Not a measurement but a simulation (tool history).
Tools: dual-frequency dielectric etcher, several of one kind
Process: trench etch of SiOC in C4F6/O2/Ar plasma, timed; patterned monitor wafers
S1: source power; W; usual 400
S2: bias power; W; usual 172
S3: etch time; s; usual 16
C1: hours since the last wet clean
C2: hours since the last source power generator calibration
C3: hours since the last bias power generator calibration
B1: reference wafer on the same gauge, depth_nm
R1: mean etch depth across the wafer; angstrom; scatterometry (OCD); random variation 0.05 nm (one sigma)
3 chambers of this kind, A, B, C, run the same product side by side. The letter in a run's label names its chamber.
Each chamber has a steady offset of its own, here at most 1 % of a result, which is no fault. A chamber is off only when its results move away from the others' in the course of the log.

| run | day | S1 | S2 | S3 | C1 | C2 | C3 | B1 | R1 |
|---|---|---|---|---|---|---|---|---|---|
| 1C | 0.417 | 400 | 172 | 16 | 345.9 | 1531.1 | 643.7 | 29.015 | 328.51 |
| 2B | 0.733 | 400 | 172 | 16 | 258.9 | 167.1 | 610 | 29.033 | 326.53 |
| 3A | 0.95 | 400 | 172 | 16 | 559.1 | 1068 | 3718.9 | 29.021 | 328.61 |
|  | 1.146 | chamber A: wet clean of the chamber |
| 4B | 1.258 | 400 | 172 | 16 | 271.5 | 179.7 | 622.6 | 29.032 | 325.87 |
| 5A | 1.679 | 400 | 172 | 16 | 12.9 | 1085.5 | 3736.4 | 29.047 | 329.69 |
| 6C | 1.954 | 400 | 172 | 16 | 382.8 | 1568 | 680.6 | 29.047 | 329.25 |
| 7C | 2.271 | 400 | 172 | 16 | 390.4 | 1575.6 | 688.2 | 29.06 | 329.1 |
| 8B | 2.688 | 400 | 172 | 16 | 305.8 | 214 | 656.9 | 29.064 | 326.57 |
| 9A | 2.933 | 400 | 172 | 16 | 43 | 1115.6 | 3766.5 | 29.075 | 329.35 |
| 10A | 3.333 | 400 | 172 | 16 | 52.6 | 1125.2 | 3776.1 | 29.077 | 330.21 |
| 11B | 3.75 | 400 | 172 | 16 | 331.3 | 239.5 | 682.4 | 29.086 | 325.22 |
| 12C | 4.117 | 400 | 172 | 16 | 434.7 | 1619.9 | 732.5 | 29.113 | 329.89 |
|  | 4.371 | chamber C: wet clean of the chamber |
| 13C | 4.562 | 400 | 172 | 16 | 4.6 | 1630.6 | 743.2 | 29.109 | 328.88 |
| 14B | 4.871 | 400 | 172 | 16 | 358.2 | 266.4 | 709.3 | 29.132 | 328.37 |
| 15A | 5.096 | 400 | 172 | 16 | 94.9 | 1167.5 | 3818.4 | 29.125 | 330.74 |
| 16B | 5.488 | 400 | 172 | 16 | 373 | 281.2 | 724.1 | 29.135 | 327.35 |
| 17C | 5.908 | 400 | 172 | 16 | 36.9 | 1662.9 | 775.5 | 29.159 | 331.01 |
| 18A | 6.138 | 400 | 172 | 16 | 119.9 | 1192.5 | 3843.4 | 29.154 | 330.36 |
| 19A | 6.429 | 400 | 172 | 16 | 126.9 | 1199.5 | 3850.4 | 29.154 | 330.91 |
| 20B | 6.821 | 400 | 188 | 20 | 405 | 313.2 | 756.1 | 29.177 | 420.2 |
| 21C | 7.054 | 400 | 188 | 20 | 64.4 | 1690.4 | 803 | 29.172 | 424.73 |

Next, every chamber runs the same settings. What will each give?
| 22A | 7.392 | 400 | 172 | 12.5 |  |  |  |  | ? |
| 22B | 7.392 | 400 | 172 | 12.5 |  |  |  |  | ? |
| 22C | 7.392 | 400 | 172 | 12.5 |  |  |  |  | ? |

| run | R1 |
|---|---|
| 22A | 258.83 |
| 22B | 255.95 |
| 22C | 258.09 |

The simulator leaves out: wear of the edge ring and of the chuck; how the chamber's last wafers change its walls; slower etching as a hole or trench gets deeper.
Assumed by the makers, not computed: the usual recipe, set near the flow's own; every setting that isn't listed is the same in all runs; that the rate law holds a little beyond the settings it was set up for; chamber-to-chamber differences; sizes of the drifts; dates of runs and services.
